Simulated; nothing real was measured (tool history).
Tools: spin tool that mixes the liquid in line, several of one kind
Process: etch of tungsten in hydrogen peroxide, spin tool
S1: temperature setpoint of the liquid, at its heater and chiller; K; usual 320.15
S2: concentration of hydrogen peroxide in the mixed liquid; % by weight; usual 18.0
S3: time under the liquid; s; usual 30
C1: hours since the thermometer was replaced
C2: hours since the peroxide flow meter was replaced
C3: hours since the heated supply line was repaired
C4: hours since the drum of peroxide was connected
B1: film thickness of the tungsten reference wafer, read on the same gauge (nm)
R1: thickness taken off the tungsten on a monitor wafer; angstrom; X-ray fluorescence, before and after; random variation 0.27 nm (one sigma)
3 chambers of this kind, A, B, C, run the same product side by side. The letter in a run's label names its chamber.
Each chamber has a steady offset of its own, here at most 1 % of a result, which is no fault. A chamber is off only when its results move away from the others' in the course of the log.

Run 1B, hour 5.1: usual settings; C1 508.1; C2 1582.2; C3 659.9; C4 318.4; B1 40.017. Result: R1 299.96 angstrom.
Run 2C, hour 8.7: usual settings; C1 1902.7; C2 555.3; C3 975.4; C4 420.6; B1 39.985. Result: R1 302.98 angstrom.
Run 3A, hour 14.1: usual settings; C1 1361.2; C2 21.2; C3 720.0; C4 596.8; B1 40.005. Result: R1 298.81 angstrom.
Run 4C, hour 19.4: usual settings; C1 1913.4; C2 566.0; C3 986.1; C4 431.3; B1 39.972. Result: R1 306.56 angstrom.
Run 5A, hour 23.3: usual settings; C1 1370.4; C2 30.4; C3 729.2; C4 606.0; B1 40.043. Result: R1 303.45 angstrom.
Run 6B, hour 26.3: usual settings; C1 529.3; C2 1603.4; C3 681.1; C4 339.6; B1 40.020. Result: R1 302.01 angstrom.
Run 7B, hour 29.7: usual settings but S3 15 s; C1 532.7; C2 1606.8; C3 684.5; C4 343.0; B1 39.972. Result: R1 153.01 angstrom.
Run 8C, hour 35.0: usual settings but S3 15 s; C1 1929.0; C2 581.6; C3 1001.7; C4 446.9; B1 39.993. Result: R1 151.62 angstrom.
Run 9A, hour 40.5: usual settings but S3 15 s; C1 1387.6; C2 47.6; C3 746.4; C4 623.2; B1 39.992. Result: R1 149.82 angstrom.
Run 10A, hour 44.9: usual settings; C1 1392.0; C2 52.0; C3 750.8; C4 627.6; B1 39.969. Result: R1 298.61 angstrom.
Run 11C, hour 47.3: usual settings; C1 1941.3; C2 593.9; C3 1014.0; C4 459.2; B1 40.009. Result: R1 304.99 angstrom.
Run 12B, hour 52.0: usual settings; C1 555.0; C2 1629.1; C3 706.8; C4 365.3; B1 39.984. Result: R1 300.92 angstrom.
Run 13B, hour 54.8: usual settings but S1 313.15 K, S3 20 s; C1 557.8; C2 1631.9; C3 709.6; C4 368.1; B1 39.974. Result: R1 127.99 angstrom.
Run 14A, hour 57.6: usual settings but S1 313.15 K, S3 20 s; C1 1404.7; C2 64.7; C3 763.5; C4 640.3; B1 40.028. Result: R1 125.58 angstrom.
Run 15C, hour 62.3: usual settings but S1 313.15 K, S3 20 s; C1 1956.3; C2 608.9; C3 1029.0; C4 474.2; B1 40.029. Result: R1 128.37 angstrom.
At hour 63.3: chamber A: new drum of peroxide connected.
Run 16B, hour 67.6: usual settings but S1 329.15 K, S3 15 s; C1 570.6; C2 1644.7; C3 722.4; C4 380.9; B1 40.011. Result: R1 261.44 angstrom.
Run 17A, hour 72.9: usual settings but S1 329.15 K, S3 15 s; C1 1420.0; C2 80.0; C3 778.8; C4 9.6; B1 39.982. Result: R1 255.04 angstrom.
Run 18C, hour 75.5: usual settings but S1 329.15 K, S3 15 s; C1 1969.5; C2 622.1; C3 1042.2; C4 487.4; B1 40.015. Result: R1 265.35 angstrom.
Run 19A, hour 78.8: usual settings; C1 1425.9; C2 85.9; C3 784.7; C4 15.5; B1 39.946. Result: R1 299.81 angstrom.
Run 20C, hour 83.5: usual settings; C1 1977.5; C2 630.1; C3 1050.2; C4 495.4; B1 39.991. Result: R1 302.95 angstrom.
Run 21B, hour 88.9: usual settings; C1 591.9; C2 1666.0; C3 743.7; C4 402.2; B1 40.012. Result: R1 305.14 angstrom.
Run 22A, hour 93.3: usual settings; C1 1440.4; C2 100.4; C3 799.2; C4 30.0; B1 40.027. Result: R1 298.10 angstrom.
Run 23C, hour 98.7: usual settings; C1 1992.7; C2 645.3; C3 1065.4; C4 510.6; B1 39.979. Result: R1 303.78 angstrom.
Run 24B, hour 103.1: usual settings; C1 606.1; C2 1680.2; C3 757.9; C4 416.4; B1 40.032. Result: R1 306.41 angstrom.
Run 25C, hour 106.1: usual settings; C1 2000.1; C2 652.7; C3 1072.8; C4 518.0; B1 40.043. Result: R1 307.97 angstrom.
Run 26A, hour 110.2: usual settings; C1 1457.3; C2 117.3; C3 816.1; C4 46.9; B1 39.960. Result: R1 292.06 angstrom.
Run 27B, hour 113.6: usual settings; C1 616.6; C2 1690.7; C3 768.4; C4 426.9; B1 40.040. Result: R1 304.15 angstrom.
Run 28C, hour 118.3: usual settings; C1 2012.3; C2 664.9; C3 1085.0; C4 530.2; B1 39.999. Result: R1 312.95 angstrom.
Run 29B, hour 123.0: usual settings; C1 626.0; C2 1700.1; C3 777.8; C4 436.3; B1 39.953. Result: R1 301.86 angstrom.
Run 30A, hour 126.2: usual settings but S2 19.5 % by weight; C1 1473.3; C2 133.3; C3 832.1; C4 62.9; B1 39.976. Result: R1 299.79 angstrom.
Run 31C, hour 128.8: usual settings but S2 19.5 % by weight; C1 2022.8; C2 675.4; C3 1095.5; C4 540.7; B1 40.032. Result: R1 319.42 angstrom.
Run 32B, hour 134.3: usual settings but S2 19.5 % by weight; C1 637.3; C2 1711.4; C3 789.1; C4 447.6; B1 40.032. Result: R1 314.97 angstrom.
Run 33A, hour 138.2: usual settings; C1 1485.3; C2 145.3; C3 844.1; C4 74.9; B1 39.988. Result: R1 288.85 angstrom.
Run 34B, hour 142.1: usual settings; C1 645.1; C2 1719.2; C3 796.9; C4 455.4; B1 39.994. Result: R1 298.57 angstrom.
Run 35A, hour 145.2: usual settings; C1 1492.3; C2 152.3; C3 851.1; C4 81.9; B1 39.972. Result: R1 287.27 angstrom.
Run 36C, hour 147.8: usual settings; C1 2041.8; C2 694.4; C3 1114.5; C4 559.7; B1 39.998. Result: R1 309.76 angstrom.
Run 37C, hour 152.4: usual settings; C1 2046.4; C2 699.0; C3 1119.1; C4 564.3; B1 39.988. Result: R1 308.31 angstrom.
Run 38B, hour 157.2: usual settings; C1 660.2; C2 1734.3; C3 812.0; C4 470.5; B1 39.995. Result: R1 301.59 angstrom.
Run 39A, hour 160.2: usual settings; C1 1507.3; C2 167.3; C3 866.1; C4 96.9; B1 40.015. Result: R1 283.42 angstrom.

All 3 chambers run these settings next. Forecast each chamber's results:
Run 40A, hour 164.2: usual settings but S3 20 s. Result: R1 ?.
Run 40B, hour 164.2: usual settings but S3 20 s. Result: R1 ?.
Run 40C, hour 164.2: usual settings but S3 20 s. Result: R1 ?.

run      R1
40A  186.75
40B  202.30
40C  202.96

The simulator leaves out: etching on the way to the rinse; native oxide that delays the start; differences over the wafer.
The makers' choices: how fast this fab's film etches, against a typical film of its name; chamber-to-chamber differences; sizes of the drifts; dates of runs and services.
